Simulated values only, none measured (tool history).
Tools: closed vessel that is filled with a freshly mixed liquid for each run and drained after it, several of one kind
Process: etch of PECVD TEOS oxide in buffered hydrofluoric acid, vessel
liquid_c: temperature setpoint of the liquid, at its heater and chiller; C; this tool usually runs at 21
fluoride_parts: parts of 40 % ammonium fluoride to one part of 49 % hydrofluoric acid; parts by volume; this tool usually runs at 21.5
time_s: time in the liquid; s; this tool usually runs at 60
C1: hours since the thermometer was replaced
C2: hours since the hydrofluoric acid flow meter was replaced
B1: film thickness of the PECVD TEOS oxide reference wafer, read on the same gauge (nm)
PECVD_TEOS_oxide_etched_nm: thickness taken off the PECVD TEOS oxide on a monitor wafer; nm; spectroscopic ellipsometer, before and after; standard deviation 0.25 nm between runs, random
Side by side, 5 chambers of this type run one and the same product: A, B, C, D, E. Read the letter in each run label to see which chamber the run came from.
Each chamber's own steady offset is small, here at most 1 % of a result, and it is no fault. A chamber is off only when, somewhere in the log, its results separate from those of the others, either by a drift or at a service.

run 1B hour=13.9 | liquid_c=21 fluoride_parts=21.5 time_s=60 | C1=443.4 C2=969.6 | B1=89.987 | PECVD_TEOS_oxide_etched_nm=43.862
run 2A hour=26 | liquid_c=21 fluoride_parts=21.5 time_s=60 | C1=562.9 C2=471.2 | B1=90.012 | PECVD_TEOS_oxide_etched_nm=44.226
run 3E hour=35.3 | liquid_c=21 fluoride_parts=21.5 time_s=60 | C1=251.3 C2=66.6 | B1=89.98 | PECVD_TEOS_oxide_etched_nm=44.807
run 4D hour=49.2 | liquid_c=21 fluoride_parts=21.5 time_s=60 | C1=356.4 C2=836.5 | B1=89.995 | PECVD_TEOS_oxide_etched_nm=44.264
run 5C hour=57.6 | liquid_c=21 fluoride_parts=21.5 time_s=60 | C1=2544 C2=294 | B1=89.961 | PECVD_TEOS_oxide_etched_nm=44.805
run 6C hour=64.6 | liquid_c=21 fluoride_parts=21.5 time_s=60 | C1=2551 C2=301 | B1=90.03 | PECVD_TEOS_oxide_etched_nm=44.651
run 7A hour=76.9 | liquid_c=21 fluoride_parts=21.5 time_s=60 | C1=613.8 C2=522.1 | B1=90.004 | PECVD_TEOS_oxide_etched_nm=44.76
run 8B hour=84.9 | liquid_c=21 fluoride_parts=21.5 time_s=60 | C1=514.4 C2=1040.6 | B1=90.018 | PECVD_TEOS_oxide_etched_nm=44.069
run 9E hour=92.3 | liquid_c=21 fluoride_parts=17 time_s=60 | C1=308.3 C2=123.6 | B1=90.039 | PECVD_TEOS_oxide_etched_nm=54.896
run 10D hour=106.6 | liquid_c=21 fluoride_parts=17 time_s=60 | C1=413.8 C2=893.9 | B1=90.004 | PECVD_TEOS_oxide_etched_nm=54.77
run 11D hour=115.3 | liquid_c=21 fluoride_parts=17 time_s=60 | C1=422.5 C2=902.6 | B1=89.989 | PECVD_TEOS_oxide_etched_nm=55.209
run 12C hour=128.9 | liquid_c=21 fluoride_parts=17 time_s=60 | C1=2615.3 C2=365.3 | B1=89.966 | PECVD_TEOS_oxide_etched_nm=54.671
run 13A hour=137.6 | liquid_c=21 fluoride_parts=17 time_s=60 | C1=674.5 C2=582.8 | B1=89.992 | PECVD_TEOS_oxide_etched_nm=54.354
-- hour=143.6 chamber C: thermometer replaced
run 14B hour=147.3 | liquid_c=21 fluoride_parts=21.5 time_s=60 | C1=576.8 C2=1103 | B1=89.979 | PECVD_TEOS_oxide_etched_nm=44.481
run 15E hour=155.2 | liquid_c=19 fluoride_parts=21.5 time_s=60 | C1=371.2 C2=186.5 | B1=90.03 | PECVD_TEOS_oxide_etched_nm=39.957
run 16D hour=169.3 | liquid_c=19 fluoride_parts=21.5 time_s=60 | C1=476.5 C2=956.6 | B1=90.008 | PECVD_TEOS_oxide_etched_nm=40.044
run 17B hour=183.2 | liquid_c=19 fluoride_parts=21.5 time_s=60 | C1=612.7 C2=1138.9 | B1=89.988 | PECVD_TEOS_oxide_etched_nm=39.212
run 18C hour=191.9 | liquid_c=19 fluoride_parts=21.5 time_s=60 | C1=48.3 C2=428.3 | B1=89.966 | PECVD_TEOS_oxide_etched_nm=39.654
run 19A hour=204.1 | liquid_c=19 fluoride_parts=21.5 time_s=60 | C1=741 C2=649.3 | B1=89.974 | PECVD_TEOS_oxide_etched_nm=39.393
-- hour=208.5 chamber D: hydrofluoric acid flow meter replaced
run 20E hour=212.4 | liquid_c=21 fluoride_parts=21.5 time_s=60 | C1=428.4 C2=243.7 | B1=89.992 | PECVD_TEOS_oxide_etched_nm=44.95
run 21E hour=225.5 | liquid_c=21 fluoride_parts=21.5 time_s=60 | C1=441.5 C2=256.8 | B1=90.005 | PECVD_TEOS_oxide_etched_nm=45.777
run 22D hour=239 | liquid_c=21 fluoride_parts=21.5 time_s=60 | C1=546.2 C2=30.6 | B1=89.97 | PECVD_TEOS_oxide_etched_nm=44.934
run 23C hour=250.2 | liquid_c=21 fluoride_parts=21.5 time_s=60 | C1=106.6 C2=486.6 | B1=89.964 | PECVD_TEOS_oxide_etched_nm=44.705
run 24B hour=262.5 | liquid_c=25.5 fluoride_parts=21.5 time_s=60 | C1=692 C2=1218.2 | B1=89.995 | PECVD_TEOS_oxide_etched_nm=56.755
run 25A hour=277.9 | liquid_c=25.5 fluoride_parts=21.5 time_s=60 | C1=814.8 C2=723.1 | B1=89.988 | PECVD_TEOS_oxide_etched_nm=57.212
run 26E hour=289 | liquid_c=25.5 fluoride_parts=21.5 time_s=60 | C1=505 C2=320.3 | B1=89.98 | PECVD_TEOS_oxide_etched_nm=59.18
run 27A hour=303.6 | liquid_c=25.5 fluoride_parts=21.5 time_s=60 | C1=840.5 C2=748.8 | B1=90.012 | PECVD_TEOS_oxide_etched_nm=57.134
run 28B hour=312 | liquid_c=25.5 fluoride_parts=21.5 time_s=60 | C1=741.5 C2=1267.7 | B1=89.985 | PECVD_TEOS_oxide_etched_nm=57.104
run 29C hour=319.6 | liquid_c=21 fluoride_parts=21.5 time_s=60 | C1=176 C2=556 | B1=89.97 | PECVD_TEOS_oxide_etched_nm=44.494
run 30D hour=334.5 | liquid_c=17 fluoride_parts=21.5 time_s=35 | C1=641.7 C2=126.1 | B1=89.968 | PECVD_TEOS_oxide_etched_nm=21.189
run 31D hour=342.3 | liquid_c=17 fluoride_parts=21.5 time_s=35 | C1=649.5 C2=133.9 | B1=89.966 | PECVD_TEOS_oxide_etched_nm=21.145
-- hour=355.6 chamber B: hydrofluoric acid flow meter replaced
run 32E hour=357 | liquid_c=17 fluoride_parts=21.5 time_s=35 | C1=573 C2=388.3 | B1=89.962 | PECVD_TEOS_oxide_etched_nm=21.818
run 33A hour=365.2 | liquid_c=17 fluoride_parts=21.5 time_s=35 | C1=902.1 C2=810.4 | B1=90.052 | PECVD_TEOS_oxide_etched_nm=20.937
run 34B hour=377.6 | liquid_c=17 fluoride_parts=21.5 time_s=35 | C1=807.1 C2=22 | B1=89.987 | PECVD_TEOS_oxide_etched_nm=20.761
run 35C hour=384.9 | liquid_c=21 fluoride_parts=21.5 time_s=60 | C1=241.3 C2=621.3 | B1=90.04 | PECVD_TEOS_oxide_etched_nm=44.64
run 36B hour=392.5 | liquid_c=21 fluoride_parts=21.5 time_s=60 | C1=822 C2=36.9 | B1=90.043 | PECVD_TEOS_oxide_etched_nm=44.777
run 37A hour=406.9 | liquid_c=21 fluoride_parts=16.5 time_s=60 | C1=943.8 C2=852.1 | B1=89.996 | PECVD_TEOS_oxide_etched_nm=56.971
run 38D hour=418.1 | liquid_c=21 fluoride_parts=16.5 time_s=60 | C1=725.3 C2=209.7 | B1=89.97 | PECVD_TEOS_oxide_etched_nm=57.227

Does one chamber stand apart from the rest, does the shared gauge drift, or is all well apart from small per-chamber offsets? Give the chamber and the most likely cause, where there is one.

Chamber E drifts away from the others.
Most likely cause: liquid hotter than its thermometer reads (K) = 1.31.
It could be hard to tell apart here from: hydrofluoric acid flow above the setpoint (%).

Chamber E could run next with any of the 4 candidate recipes listed below; each alters the usual settings, and their results appear as question marks. Which one brings its results back in line with what the other chambers deliver on the usual settings?
Counts as in line when no further than this from what the other chambers average on the usual settings: PECVD_TEOS_oxide_etched_nm 0.88 nm
run 39E-1 hour=429.5 | liquid_c=20.5 fluoride_parts=23 time_s=60 | PECVD_TEOS_oxide_etched_nm=?
run 39E-2 hour=429.5 | liquid_c=21 fluoride_parts=21.5 time_s=70 | PECVD_TEOS_oxide_etched_nm=?
run 39E-3 hour=429.5 | liquid_c=22.5 fluoride_parts=21.5 time_s=60 | PECVD_TEOS_oxide_etched_nm=?
run 39E-4 hour=429.5 | liquid_c=19.5 fluoride_parts=24 time_s=60 | PECVD_TEOS_oxide_etched_nm=?

Other chambers, usual settings, mean: PECVD_TEOS_oxide_etched_nm 44.604 nm
run=39E-1 PECVD_TEOS_oxide_etched_nm=44.797
run=39E-2 PECVD_TEOS_oxide_etched_nm=56.252
run=39E-3 PECVD_TEOS_oxide_etched_nm=52.342
run=39E-4 PECVD_TEOS_oxide_etched_nm=41.181
39E-1 puts the chamber back in line with the other chambers.
